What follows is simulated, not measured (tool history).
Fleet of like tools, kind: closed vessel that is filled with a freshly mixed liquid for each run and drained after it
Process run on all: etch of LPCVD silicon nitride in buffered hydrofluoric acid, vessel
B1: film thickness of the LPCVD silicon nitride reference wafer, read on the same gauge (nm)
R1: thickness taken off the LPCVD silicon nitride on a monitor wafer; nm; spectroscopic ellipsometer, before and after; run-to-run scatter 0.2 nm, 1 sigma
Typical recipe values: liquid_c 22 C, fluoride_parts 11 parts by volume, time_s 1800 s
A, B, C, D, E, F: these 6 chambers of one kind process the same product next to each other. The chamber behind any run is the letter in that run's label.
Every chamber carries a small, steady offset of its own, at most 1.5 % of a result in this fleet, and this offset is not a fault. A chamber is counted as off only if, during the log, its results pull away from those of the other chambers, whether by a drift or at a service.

run 1E hour=8.6 | liquid_c=22 fluoride_parts=11 time_s=1800 | B1=130 | R1=19.796
run 2C hour=14.1 | liquid_c=22 fluoride_parts=11 time_s=1800 | B1=129.98 | R1=19.895
run 3F hour=19.9 | liquid_c=22 fluoride_parts=11 time_s=1800 | B1=129.99 | R1=20.094
run 4A hour=25.7 | liquid_c=22 fluoride_parts=11 time_s=1800 | B1=129.99 | R1=19.761
run 5D hour=31.9 | liquid_c=22 fluoride_parts=11 time_s=1800 | B1=129.99 | R1=19.743
run 6B hour=40 | liquid_c=22 fluoride_parts=11 time_s=1800 | B1=129.99 | R1=19.853
run 7F hour=46.1 | liquid_c=22 fluoride_parts=11 time_s=1800 | B1=129.98 | R1=20.135
run 8C hour=56.7 | liquid_c=22 fluoride_parts=11 time_s=1800 | B1=130 | R1=20.27
run 9E hour=62.1 | liquid_c=22 fluoride_parts=11 time_s=1800 | B1=130.01 | R1=19.616
run 10B hour=71.4 | liquid_c=22 fluoride_parts=11 time_s=1800 | B1=130.01 | R1=19.995
run 11D hour=82.4 | liquid_c=22 fluoride_parts=11 time_s=1315 | B1=129.99 | R1=14.301
run 12A hour=91.1 | liquid_c=22 fluoride_parts=11 time_s=1315 | B1=130 | R1=14.43
run 13A hour=103.7 | liquid_c=22 fluoride_parts=11 time_s=1315 | B1=130 | R1=14.519
run 14B hour=113.1 | liquid_c=22 fluoride_parts=11 time_s=1315 | B1=130.01 | R1=14.576
run 15F hour=122.1 | liquid_c=22 fluoride_parts=11 time_s=1315 | B1=130.03 | R1=14.789
run 16D hour=128.2 | liquid_c=22 fluoride_parts=11 time_s=1315 | B1=129.99 | R1=14.51
run 17E hour=134 | liquid_c=22 fluoride_parts=11 time_s=1800 | B1=130 | R1=19.721
run 18C hour=141.5 | liquid_c=22 fluoride_parts=11 time_s=1800 | B1=129.97 | R1=19.813
run 19B hour=153.5 | liquid_c=22 fluoride_parts=11 time_s=1800 | B1=129.99 | R1=20.124
run 20D hour=164.1 | liquid_c=22 fluoride_parts=11 time_s=1800 | B1=130.01 | R1=20.062
run 21A hour=174.3 | liquid_c=22 fluoride_parts=11 time_s=1800 | B1=130.01 | R1=19.691
run 22C hour=181.1 | liquid_c=22 fluoride_parts=11 time_s=1800 | B1=130 | R1=20.049
run 23E hour=188.8 | liquid_c=22 fluoride_parts=11 time_s=1800 | B1=129.99 | R1=19.663
run 24F hour=198.3 | liquid_c=22 fluoride_parts=11 time_s=1800 | B1=130.01 | R1=20.096
run 25E hour=208.7 | liquid_c=22 fluoride_parts=11 time_s=1800 | B1=129.99 | R1=19.554
-- hour=215.1 chamber D: hydrofluoric acid flow meter replaced
run 26C hour=217.2 | liquid_c=22 fluoride_parts=11 time_s=1800 | B1=130 | R1=20.206
run 27F hour=226.3 | liquid_c=22 fluoride_parts=11 time_s=1800 | B1=130.01 | R1=20.05
-- hour=237.9 chamber B: thermometer replaced
run 28D hour=238.3 | liquid_c=22 fluoride_parts=11 time_s=2410 | B1=130.01 | R1=26.315
run 29B hour=250.4 | liquid_c=22 fluoride_parts=11 time_s=2410 | B1=130.02 | R1=26.853
run 30A hour=260.9 | liquid_c=22 fluoride_parts=11 time_s=2410 | B1=129.98 | R1=26.292
run 31F hour=268.5 | liquid_c=22 fluoride_parts=11 time_s=2410 | B1=130 | R1=27.289
run 32A hour=276 | liquid_c=22 fluoride_parts=11 time_s=2410 | B1=129.97 | R1=26.314
run 33C hour=285.7 | liquid_c=22 fluoride_parts=11 time_s=2410 | B1=129.98 | R1=26.656
run 34B hour=296.4 | liquid_c=22 fluoride_parts=11 time_s=1800 | B1=129.97 | R1=20.47
run 35D hour=302.3 | liquid_c=22 fluoride_parts=11 time_s=1800 | B1=130.01 | R1=20.026
run 36E hour=311.4 | liquid_c=22 fluoride_parts=11 time_s=1800 | B1=130.01 | R1=19.854
run 37F hour=318.5 | liquid_c=22 fluoride_parts=11 time_s=1800 | B1=129.99 | R1=20.349
run 38C hour=326.2 | liquid_c=24 fluoride_parts=11 time_s=1800 | B1=129.98 | R1=22.391
run 39B hour=338 | liquid_c=24 fluoride_parts=11 time_s=1800 | B1=130.01 | R1=22.372
run 40D hour=347 | liquid_c=24 fluoride_parts=11 time_s=1800 | B1=130.02 | R1=22.361
run 41A hour=353.5 | liquid_c=24 fluoride_parts=11 time_s=1800 | B1=130 | R1=22.404

Is one chamber out of step, is the gauge drifting, or do the chambers differ by no more than their own small offsets? For an off chamber, give its letter and the likeliest cause.

No chamber stands off beyond its own small offset, and the gauge holds steady.

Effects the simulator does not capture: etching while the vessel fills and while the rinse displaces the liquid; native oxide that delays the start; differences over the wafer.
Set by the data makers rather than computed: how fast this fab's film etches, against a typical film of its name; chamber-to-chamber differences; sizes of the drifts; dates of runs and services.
